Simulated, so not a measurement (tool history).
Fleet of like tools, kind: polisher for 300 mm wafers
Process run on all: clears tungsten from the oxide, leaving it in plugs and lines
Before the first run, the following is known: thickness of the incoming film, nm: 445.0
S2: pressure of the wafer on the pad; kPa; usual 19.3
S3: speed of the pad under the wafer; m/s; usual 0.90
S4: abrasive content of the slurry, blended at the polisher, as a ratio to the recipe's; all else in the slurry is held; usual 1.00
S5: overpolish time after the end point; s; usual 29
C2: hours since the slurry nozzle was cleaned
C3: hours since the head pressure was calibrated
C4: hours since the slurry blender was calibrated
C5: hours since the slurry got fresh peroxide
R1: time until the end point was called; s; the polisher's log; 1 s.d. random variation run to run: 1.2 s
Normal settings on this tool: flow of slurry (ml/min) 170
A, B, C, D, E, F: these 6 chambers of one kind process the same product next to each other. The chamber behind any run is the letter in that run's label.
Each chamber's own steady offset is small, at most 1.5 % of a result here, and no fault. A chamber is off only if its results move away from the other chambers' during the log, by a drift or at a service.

Run 1B, hour 5.9: usual settings; wafers polished on this pad 474; C2 305.9; C3 316.5; C4 230.0; C5 179.4. Result: R1 116.750 s.
At hour 7.8: chamber C: slurry tank refilled with fresh slurry and peroxide.
At hour 11.2: chamber B: slurry tank refilled with fresh slurry and peroxide.
Run 2C, hour 12.8: usual settings; wafers polished on this pad 328; C2 35.8; C3 651.3; C4 123.0; C5 5.0. Result: R1 117.900 s.
At hour 14.5: chamber D: slurry tank refilled with fresh slurry and peroxide.
Run 3D, hour 22.9: usual settings; wafers polished on this pad 528; C2 91.8; C3 311.6; C4 157.2; C5 8.4. Result: R1 115.100 s.
Run 4A, hour 30.3: usual settings; wafers polished on this pad 757; C2 219.9; C3 509.8; C4 92.2; C5 82.7. Result: R1 118.370 s.
At hour 30.4: chamber A: slurry tank refilled with fresh slurry and peroxide.
At hour 34.4: chamber A: worn pad replaced by a new one.
Run 5F, hour 40.7: usual settings; wafers polished on this pad 712; C2 122.9; C3 80.2; C4 84.8; C5 118.6. Result: R1 117.670 s.
At hour 41.2: chamber B: head pressure recalibrated.
At hour 46.4: chamber F: worn pad replaced by a new one.
Run 6E, hour 50.0: usual settings; wafers polished on this pad 528; C2 408.7; C3 603.7; C4 77.9; C5 56.9. Result: R1 115.700 s.
Run 7D, hour 61.4: usual settings; wafers polished on this pad 811; C2 130.3; C3 350.1; C4 195.7; C5 46.9. Result: R1 116.910 s.
At hour 68.7: chamber D: worn pad replaced by a new one.
At hour 69.2: chamber F: slurry tank refilled with fresh slurry and peroxide.
At hour 71.0: chamber C: slurry tank refilled with fresh slurry and peroxide.
Run 8C, hour 71.2: usual settings; wafers polished on this pad 757; C2 94.2; C3 709.7; C4 181.4; C5 0.3. Result: R1 117.980 s.
At hour 77.0: chamber C: slurry blender recalibrated.
At hour 78.6: chamber E: worn pad replaced by a new one.
Run 9F, hour 81.3: usual settings; wafers polished on this pad 256; C2 163.5; C3 120.8; C4 125.4; C5 12.2. Result: R1 117.030 s.
At hour 88.2: chamber F: slurry blender recalibrated.
Run 10A, hour 91.7: usual settings; wafers polished on this pad 421; C2 281.3; C3 571.2; C4 153.6; C5 61.4. Result: R1 117.120 s.
At hour 91.8: chamber E: slurry tank refilled with fresh slurry and peroxide.
At hour 94.2: chamber C: worn pad replaced by a new one.
Run 11B, hour 98.8: usual settings but S3 0.66 m/s, S4 0.85; wafers polished on this pad 1157; C2 398.8; C3 57.6; C4 322.9; C5 87.7. Result: R1 163.270 s.
At hour 102.3: chamber D: slurry tank refilled with fresh slurry and peroxide.
Run 12E, hour 109.2: usual settings but S3 0.66 m/s, S4 0.85; wafers polished on this pad 225; C2 467.9; C3 662.9; C4 137.1; C5 17.4. Result: R1 164.560 s.
At hour 115.7: chamber A: slurry tank refilled with fresh slurry and peroxide.
Run 13A, hour 115.7: usual settings but S3 0.66 m/s, S4 0.85; wafers polished on this pad 597; C2 305.3; C3 595.2; C4 177.6; C5 0.1. Result: R1 166.510 s.
Run 14B, hour 124.6: usual settings but S3 0.66 m/s, S4 0.85; wafers polished on this pad 1346; C2 424.6; C3 83.4; C4 348.7; C5 113.5. Result: R1 168.090 s.
At hour 126.9: chamber E: slurry nozzle cleaned.
Run 15C, hour 132.3: usual settings but S3 0.66 m/s, S4 0.85; wafers polished on this pad 280; C2 155.3; C3 770.8; C4 55.4; C5 61.4. Result: R1 167.440 s.
At hour 140.3: chamber B: slurry blender recalibrated.
Run 16E, hour 143.3: usual settings but S3 0.66 m/s, S4 0.85; wafers polished on this pad 475; C2 16.4; C3 697.0; C4 171.2; C5 51.5. Result: R1 165.010 s.
At hour 148.0: chamber D: slurry blender recalibrated.
Run 17D, hour 150.6: usual settings; wafers polished on this pad 602; C2 219.5; C3 439.3; C4 2.6; C5 48.3. Result: R1 115.410 s.
At hour 151.4: chamber A: worn pad replaced by a new one.
At hour 151.5: chamber C: slurry tank refilled with fresh slurry and peroxide.
At hour 157.6: chamber E: worn pad replaced by a new one.
Run 18F, hour 157.8: usual settings; wafers polished on this pad 818; C2 240.0; C3 197.3; C4 69.6; C5 88.7. Result: R1 114.790 s.
Run 19A, hour 164.2: usual settings but S3 0.70 m/s; wafers polished on this pad 94; C2 353.8; C3 643.7; C4 226.1; C5 48.6. Result: R1 149.790 s.
At hour 167.8: chamber F: worn pad replaced by a new one.
At hour 170.1: chamber B: worn pad replaced by a new one.
Run 20D, hour 173.6: usual settings but S3 0.70 m/s; wafers polished on this pad 771; C2 242.5; C3 462.3; C4 25.6; C5 71.3. Result: R1 147.040 s.
At hour 178.3: chamber C: slurry nozzle cleaned.
Run 21F, hour 179.7: usual settings but S3 0.70 m/s; wafers polished on this pad 87; C2 261.9; C3 219.2; C4 91.5; C5 110.6. Result: R1 148.050 s.
At hour 180.9: chamber D: worn pad replaced by a new one.
At hour 183.0: chamber B: slurry tank refilled with fresh slurry and peroxide.
At hour 183.0: chamber D: slurry tank refilled with fresh slurry and peroxide.
Run 22E, hour 190.7: usual settings but S3 0.70 m/s; wafers polished on this pad 243; C2 63.8; C3 744.4; C4 218.6; C5 98.9. Result: R1 149.040 s.
At hour 191.9: chamber E: slurry blender recalibrated.
At hour 197.6: chamber A: slurry tank refilled with fresh slurry and peroxide.
Run 23C, hour 197.6: usual settings but S3 0.70 m/s; wafers polished on this pad 759; C2 19.3; C3 836.1; C4 120.7; C5 46.2. Result: R1 146.630 s.
At hour 203.7: chamber E: slurry tank refilled with fresh slurry and peroxide.
Run 24B, hour 208.8: usual settings but S3 0.70 m/s; wafers polished on this pad 284; C2 508.8; C3 167.6; C4 68.6; C5 25.8. Result: R1 148.130 s.
At hour 213.6: chamber C: worn pad replaced by a new one.
Run 25F, hour 215.1: usual settings; wafers polished on this pad 347; C2 297.3; C3 254.6; C4 126.9; C5 146.0. Result: R1 116.560 s.
At hour 219.2: chamber B: slurry nozzle cleaned.
At hour 219.2: chamber F: slurry blender recalibrated.
Run 26A, hour 223.2: usual settings; wafers polished on this pad 527; C2 412.8; C3 702.7; C4 285.1; C5 25.7. Result: R1 120.200 s.
At hour 226.7: chamber F: slurry tank refilled with fresh slurry and peroxide.
Run 27D, hour 229.5: usual settings; wafers polished on this pad 357; C2 298.4; C3 518.2; C4 81.5; C5 46.5. Result: R1 116.320 s.
At hour 232.4: chamber C: slurry tank refilled with fresh slurry and peroxide.
Run 28C, hour 237.4: usual settings; wafers polished on this pad 175; C2 59.1; C3 875.9; C4 160.5; C5 5.1. Result: R1 116.260 s.
Run 29B, hour 246.7: usual settings; wafers polished on this pad 563; C2 27.6; C3 205.5; C4 106.5; C5 63.7. Result: R1 118.000 s.
At hour 250.0: chamber E: worn pad replaced by a new one.
Run 30E, hour 255.8: usual settings; wafers polished on this pad 42; C2 128.9; C3 809.5; C4 63.9; C5 52.1. Result: R1 114.830 s.
At hour 259.2: chamber D: slurry tank refilled with fresh slurry and peroxide.
At hour 266.7: chamber F: worn pad replaced by a new one.
Run 31D, hour 267.7: usual settings but S3 1.20 m/s, S4 0.75; wafers polished on this pad 638; C2 336.6; C3 556.4; C4 119.7; C5 8.6. Result: R1 93.193 s.
At hour 273.8: chamber A: slurry tank refilled with fresh slurry and peroxide.
Run 32E, hour 275.0: usual settings but S3 1.20 m/s, S4 0.75; wafers polished on this pad 184; C2 148.1; C3 828.7; C4 83.1; C5 71.3. Result: R1 93.356 s.
At hour 277.2: chamber C: slurry blender recalibrated.
Run 33F, hour 282.2: usual settings but S3 1.20 m/s, S4 0.75; wafers polished on this pad 113; C2 364.4; C3 321.7; C4 63.0; C5 55.6. Result: R1 93.668 s.
At hour 286.4: chamber A: worn pad replaced by a new one.
Run 34B, hour 293.8: usual settings but S3 1.20 m/s, S4 0.75; wafers polished on this pad 909; C2 74.7; C3 252.6; C4 153.6; C5 110.8. Result: R1 93.530 s.
At hour 294.6: chamber A: head pressure recalibrated.
At hour 295.8: chamber A: slurry blender recalibrated.
At hour 296.5: chamber C: slurry tank refilled with fresh slurry and peroxide.
At hour 299.9: chamber D: worn pad replaced by a new one.
Run 35A, hour 304.4: usual settings but S3 1.20 m/s, S4 0.75; wafers polished on this pad 132; C2 494.0; C3 9.9; C4 8.6; C5 30.6. Result: R1 92.995 s.
At hour 311.7: chamber E: slurry tank refilled with fresh slurry and peroxide.
Run 36C, hour 313.7: usual settings but S3 1.20 m/s, S4 0.75; wafers polished on this pad 736; C2 135.4; C3 952.2; C4 36.5; C5 17.3. Result: R1 93.343 s.
Run 37A, hour 319.5: usual settings but flow of slurry (ml/min) 215, S3 0.60 m/s; wafers polished on this pad 243; C2 509.1; C3 25.0; C4 23.7; C5 45.7. Result: R1 171.940 s.
At hour 325.7: chamber C: worn pad replaced by a new one.
Run 38E, hour 326.1: usual settings but flow of slurry (ml/min) 215, S3 0.60 m/s; wafers polished on this pad 559; C2 199.2; C3 879.8; C4 134.2; C5 14.4. Result: R1 171.510 s.
Run 39B, hour 333.5: usual settings but flow of slurry (ml/min) 215, S3 0.60 m/s; wafers polished on this pad 1201; C2 114.4; C3 292.3; C4 193.3; C5 150.5. Result: R1 166.980 s.
At hour 343.1: chamber F: slurry blender recalibrated.
Run 40D, hour 344.0: usual settings but flow of slurry (ml/min) 215, S3 0.60 m/s; wafers polished on this pad 324; C2 412.9; C3 632.7; C4 196.0; C5 84.9. Result: R1 161.660 s.
At hour 346.6: chamber F: head pressure recalibrated.
Run 41C, hour 350.5: usual settings but flow of slurry (ml/min) 215, S3 0.60 m/s; wafers polished on this pad 182; C2 172.2; C3 989.0; C4 73.3; C5 54.1. Result: R1 172.930 s.
Run 42F, hour 362.4: usual settings but flow of slurry (ml/min) 215, S3 0.60 m/s; wafers polished on this pad 703; C2 444.6; C3 15.9; C4 19.4; C5 135.8. Result: R1 168.730 s.

Next, every chamber runs the same settings. What will each give?
Run 43A, hour 370.9: usual settings. Result: R1 ?.
Run 43B, hour 370.9: usual settings. Result: R1 ?.
Run 43C, hour 370.9: usual settings. Result: R1 ?.
Run 43D, hour 370.9: usual settings. Result: R1 ?.
Run 43E, hour 370.9: usual settings. Result: R1 ?.
Run 43F, hour 370.9: usual settings. Result: R1 ?.

run       R1
43A  116.400
43B  116.600
43C  118.120
43D  114.520
43E  116.330
43F  114.130

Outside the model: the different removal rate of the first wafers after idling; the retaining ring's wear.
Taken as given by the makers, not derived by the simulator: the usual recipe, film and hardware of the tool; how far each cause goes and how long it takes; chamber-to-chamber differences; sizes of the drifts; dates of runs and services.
